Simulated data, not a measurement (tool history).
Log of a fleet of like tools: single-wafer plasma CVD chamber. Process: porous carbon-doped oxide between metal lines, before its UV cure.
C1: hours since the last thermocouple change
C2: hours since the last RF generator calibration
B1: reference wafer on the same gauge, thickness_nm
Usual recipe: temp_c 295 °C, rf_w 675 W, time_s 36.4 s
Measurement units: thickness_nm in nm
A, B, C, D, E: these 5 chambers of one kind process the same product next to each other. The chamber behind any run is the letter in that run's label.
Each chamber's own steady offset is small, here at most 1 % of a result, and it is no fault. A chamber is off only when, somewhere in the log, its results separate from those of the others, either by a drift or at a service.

Run 1D, hour 7.6: usual settings; C1 877.7; C2 625; B1 282.93. Result: thickness_nm 242.28 nm.
Run 2C, hour 18.1: usual settings; C1 1121.1; C2 175.8; B1 282.92. Result: thickness_nm 245.08 nm.
Run 3E, hour 32.6: usual settings; C1 853.7; C2 668; B1 282.85. Result: thickness_nm 246.96 nm.
Run 4B, hour 48.5: usual settings; C1 1698.1; C2 1405.8; B1 283.06. Result: thickness_nm 245.02 nm.
Run 5A, hour 57.4: usual settings; C1 888.8; C2 1800; B1 282.98. Result: thickness_nm 246.62 nm.
Run 6A, hour 68.6: usual settings; C1 900; C2 1811.2; B1 283.06. Result: thickness_nm 246.31 nm.
At hour 69.7: chamber C: thermocouple changed; heater temperature recalibrated.
Run 7E, hour 76.5: usual settings but temp_c 282 °C; C1 897.6; C2 711.9; B1 283.07. Result: thickness_nm 266.93 nm.
Run 8B, hour 90: usual settings but temp_c 282 °C; C1 1739.6; C2 1447.3; B1 283.1. Result: thickness_nm 266 nm.
Run 9C, hour 105.3: usual settings but temp_c 282 °C; C1 35.6; C2 263; B1 283.11. Result: thickness_nm 266.49 nm.
Run 10D, hour 114: usual settings but temp_c 282 °C; C1 984.1; C2 731.4; B1 283.01. Result: thickness_nm 262.82 nm.
Run 11A, hour 127.4: usual settings but temp_c 282 °C; C1 958.8; C2 1870; B1 283.09. Result: thickness_nm 266.22 nm.
Run 12B, hour 141.4: usual settings; C1 1791; C2 1498.7; B1 283.13. Result: thickness_nm 244.69 nm.
Run 13C, hour 150.2: usual settings; C1 80.5; C2 307.9; B1 283.07. Result: thickness_nm 245.7 nm.
Run 14E, hour 165.5: usual settings; C1 986.6; C2 800.9; B1 283.12. Result: thickness_nm 246.65 nm.
Run 15D, hour 174.2: usual settings but time_s 33.6 s; C1 1044.3; C2 791.6; B1 282.98. Result: thickness_nm 225.49 nm.
Run 16E, hour 187.1: usual settings but time_s 33.6 s; C1 1008.2; C2 822.5; B1 283.19. Result: thickness_nm 228.18 nm.
At hour 194.3: chamber B: RF generator calibrated.
Run 17A, hour 200.8: usual settings but time_s 33.6 s; C1 1032.2; C2 1943.4; B1 282.99. Result: thickness_nm 226.88 nm.
Run 18D, hour 211.8: usual settings but time_s 33.6 s; C1 1081.9; C2 829.2; B1 282.97. Result: thickness_nm 223.22 nm.
Run 19B, hour 220.7: usual settings but time_s 33.6 s; C1 1870.3; C2 26.4; B1 283.06. Result: thickness_nm 225.32 nm.
Run 20C, hour 228.8: usual settings; C1 159.1; C2 386.5; B1 282.91. Result: thickness_nm 246.27 nm.
Run 21C, hour 241.5: usual settings; C1 171.8; C2 399.2; B1 283.08. Result: thickness_nm 245.9 nm.
Run 22B, hour 255.4: usual settings; C1 1905; C2 61.1; B1 283.13. Result: thickness_nm 244.22 nm.
Run 23D, hour 265: usual settings; C1 1135.1; C2 882.4; B1 282.94. Result: thickness_nm 243.27 nm.
Run 24E, hour 281: usual settings; C1 1102.1; C2 916.4; B1 283. Result: thickness_nm 247.03 nm.
Run 25A, hour 291.8: usual settings; C1 1123.2; C2 2034.4; B1 282.97. Result: thickness_nm 245.56 nm.
At hour 300.7: chamber A: RF generator calibrated.
Run 26C, hour 307.2: usual settings; C1 237.5; C2 464.9; B1 282.88. Result: thickness_nm 245.18 nm.
At hour 308.4: chamber D: RF generator calibrated.
Run 27B, hour 320.7: usual settings; C1 1970.3; C2 126.4; B1 282.87. Result: thickness_nm 245.05 nm.
At hour 326.6: chamber D: thermocouple changed; heater temperature recalibrated.
Run 28E, hour 328: usual settings; C1 1149.1; C2 963.4; B1 283.01. Result: thickness_nm 246.41 nm.
At hour 337.9: chamber E: RF generator calibrated.
Run 29D, hour 342.7: usual settings; C1 16.2; C2 34.4; B1 282.97. Result: thickness_nm 243.89 nm.
Run 30A, hour 354.5: usual settings but rf_w 755 W; C1 1185.9; C2 53.8; B1 282.86. Result: thickness_nm 265.16 nm.
Run 31C, hour 362.6: usual settings but rf_w 755 W; C1 292.9; C2 520.3; B1 283.11. Result: thickness_nm 262.84 nm.
Run 32B, hour 371.4: usual settings but rf_w 755 W; C1 2021; C2 177.1; B1 282.97. Result: thickness_nm 263.57 nm.
Run 33A, hour 379: usual settings but rf_w 755 W; C1 1210.4; C2 78.3; B1 282.94. Result: thickness_nm 264.27 nm.
Run 34E, hour 388.6: usual settings but rf_w 755 W; C1 1209.7; C2 50.7; B1 283.12. Result: thickness_nm 265.32 nm.
Run 35D, hour 398.9: usual settings; C1 72.4; C2 90.6; B1 282.94. Result: thickness_nm 241.49 nm.
Run 36B, hour 410.6: usual settings; C1 2060.2; C2 216.3; B1 283.07. Result: thickness_nm 244.53 nm.
Run 37C, hour 419.6: usual settings but rf_w 570 W, time_s 30.3 s; C1 349.9; C2 577.3; B1 283.02. Result: thickness_nm 183.51 nm.
Run 38A, hour 435: usual settings but rf_w 570 W, time_s 30.3 s; C1 1266.4; C2 134.3; B1 283.06. Result: thickness_nm 183.88 nm.

All 5 chambers run these settings next. Forecast each chamber's results:
Run 39A, hour 446.7: usual settings. Result: thickness_nm ?.
Run 39B, hour 446.7: usual settings. Result: thickness_nm ?.
Run 39C, hour 446.7: usual settings. Result: thickness_nm ?.
Run 39D, hour 446.7: usual settings. Result: thickness_nm ?.
Run 39E, hour 446.7: usual settings. Result: thickness_nm ?.

run  thickness_nm
39A        246.58
39B         243.6
39C        244.96
39D        243.14
39E        247.02
